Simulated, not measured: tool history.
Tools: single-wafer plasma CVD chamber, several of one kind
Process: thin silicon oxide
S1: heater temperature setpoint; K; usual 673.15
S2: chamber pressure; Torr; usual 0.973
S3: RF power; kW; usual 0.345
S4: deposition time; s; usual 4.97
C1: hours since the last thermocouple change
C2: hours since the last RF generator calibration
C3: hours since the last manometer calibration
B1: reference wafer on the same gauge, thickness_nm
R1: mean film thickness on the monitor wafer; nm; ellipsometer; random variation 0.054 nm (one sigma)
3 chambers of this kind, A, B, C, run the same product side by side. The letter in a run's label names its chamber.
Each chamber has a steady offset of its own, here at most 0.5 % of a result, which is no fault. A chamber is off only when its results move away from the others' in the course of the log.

run,hour,S1,S2,S3,S4,C1,C2,C3,B1,R1
1C,9.3,673.15,0.973,0.345,4.97,345.4,282.6,1423.2,11.984,11.5070
2A,20.0,673.15,0.973,0.345,4.97,729.7,537.2,1014.7,11.995,11.4350
3B,28.5,673.15,0.973,0.345,4.97,480.5,1191.2,1291.1,11.995,11.3490
4B,35.4,673.15,0.973,0.345,4.97,487.4,1198.1,1298.0,11.999,11.3140
5A,41.6,673.15,0.973,0.345,4.97,751.3,558.8,1036.3,12.009,11.4270
6C,52.7,673.15,0.973,0.345,4.97,388.8,326.0,1466.6,11.991,11.4380
7C,60.0,673.15,0.883,0.345,4.97,396.1,333.3,1473.9,12.005,10.4750
8B,68.5,673.15,0.883,0.345,4.97,520.5,1231.2,1331.1,11.996,10.4650
9A,76.0,673.15,0.883,0.345,4.97,785.7,593.2,1070.7,12.002,10.5570
10B,86.7,673.15,0.973,0.345,4.97,538.7,1249.4,1349.3,11.996,11.3340
11A,93.4,673.15,0.973,0.345,4.97,803.1,610.6,1088.1,11.983,11.4310
12C,102.9,673.15,0.973,0.345,4.27,439.0,376.2,1516.8,11.999,9.7954
13B,113.8,673.15,0.973,0.345,4.27,565.8,1276.5,1376.4,11.979,9.8358
14C,122.7,673.15,0.973,0.345,4.27,458.8,396.0,1536.6,12.002,9.8091
15A,131.1,673.15,0.973,0.345,4.97,840.8,648.3,1125.8,11.982,11.3980
16B,140.4,673.15,0.973,0.345,4.97,592.4,1303.1,1403.0,12.011,11.4970
17C,147.2,673.15,0.973,0.345,4.97,483.3,420.5,1561.1,11.998,11.4610
18A,158.3,673.15,0.973,0.345,4.97,868.0,675.5,1153.0,12.009,11.3390
19B,165.9,673.15,0.973,0.345,4.97,617.9,1328.6,1428.5,12.009,11.2960
# hour 167.4: chamber A: capacitance manometer re-zeroed and calibrated
20A,172.1,673.15,0.973,0.345,4.97,881.8,689.3,4.7,11.998,11.8630
21C,184.5,673.15,1.113,0.345,4.17,520.6,457.8,1598.4,11.994,10.6100
22C,196.6,673.15,1.113,0.345,4.17,532.7,469.9,1610.5,11.995,10.5670
23B,205.5,673.15,1.113,0.345,4.17,657.5,1368.2,1468.1,11.989,10.4180
# hour 209.9: chamber B: RF generator calibrated
24A,215.0,673.15,0.973,0.345,4.97,924.7,732.2,47.6,12.001,11.8770
25A,223.4,673.15,0.973,0.345,4.97,933.1,740.6,56.0,11.998,11.9250
# hour 223.7: chamber C: capacitance manometer re-zeroed and calibrated
26B,236.4,673.15,0.973,0.345,4.97,688.4,26.6,1499.0,11.995,11.3780
27C,245.7,673.15,0.973,0.345,4.97,581.8,519.0,22.1,11.999,11.4250
28B,253.6,686.15,0.973,0.405,4.97,705.6,43.8,1516.2,12.001,11.9520
29A,260.5,686.15,0.973,0.405,4.97,970.2,777.7,93.1,12.005,12.4640
30C,268.8,686.15,0.973,0.405,4.97,604.9,542.1,45.2,11.978,12.0900
31B,280.8,673.15,0.973,0.345,4.97,732.8,71.0,1543.4,12.013,11.4300
32C,291.6,673.15,0.973,0.345,4.97,627.7,564.9,68.0,12.015,11.4850
33A,298.3,673.15,0.973,0.345,4.97,1008.0,815.5,130.9,12.011,11.9130
34A,305.3,673.15,0.973,0.345,4.97,1015.0,822.5,137.9,12.005,11.8310
35C,315.5,673.15,0.973,0.345,4.97,651.6,588.8,91.9,11.996,11.4500
36B,325.3,673.15,0.973,0.345,4.97,777.3,115.5,1587.9,11.992,11.3350
37A,333.5,673.15,0.873,0.345,4.97,1043.2,850.7,166.1,12.001,10.8580
38B,343.8,673.15,0.873,0.345,4.97,795.8,134.0,1606.4,11.991,10.3980
39C,355.7,673.15,0.873,0.345,4.97,691.8,629.0,132.1,12.001,10.4780
40A,367.6,673.15,0.973,0.345,4.97,1077.3,884.8,200.2,11.999,11.8170
41B,376.4,673.15,1.097,0.345,4.97,828.4,166.6,1639.0,11.997,12.3430
42C,382.6,673.15,1.097,0.345,4.97,718.7,655.9,159.0,11.990,12.3850

What goes on in this fleet: one chamber off, a drifting gauge, or nothing beyond the chambers' own small offsets? Name the chamber and the cause, if any.

A service left chamber A off against the others.
Cause: true pressure above the setpoint (%) = 6.25.

Here are 4 candidates for chamber A's next run, each the usual settings with a change, their results left as question marks. Which one brings its results back in line with what the others give on the usual settings?
In line means no further than this from the other chambers' mean on the usual settings: R1 0.1900 nm
43A-1,392.1,673.15,1.015,0.345,5.17,,,,,?
43A-2,392.1,673.15,0.995,0.350,5.07,,,,,?
43A-3,392.1,673.15,0.890,0.345,4.97,,,,,?
43A-4,392.1,673.15,0.918,0.345,4.97,,,,,?

The other chambers' mean on the usual settings: R1 11.4130 nm
run,R1
43A-1,12.7280
43A-2,12.3850
43A-3,11.1170
43A-4,11.4210
43A-4 brings the chamber back in line.

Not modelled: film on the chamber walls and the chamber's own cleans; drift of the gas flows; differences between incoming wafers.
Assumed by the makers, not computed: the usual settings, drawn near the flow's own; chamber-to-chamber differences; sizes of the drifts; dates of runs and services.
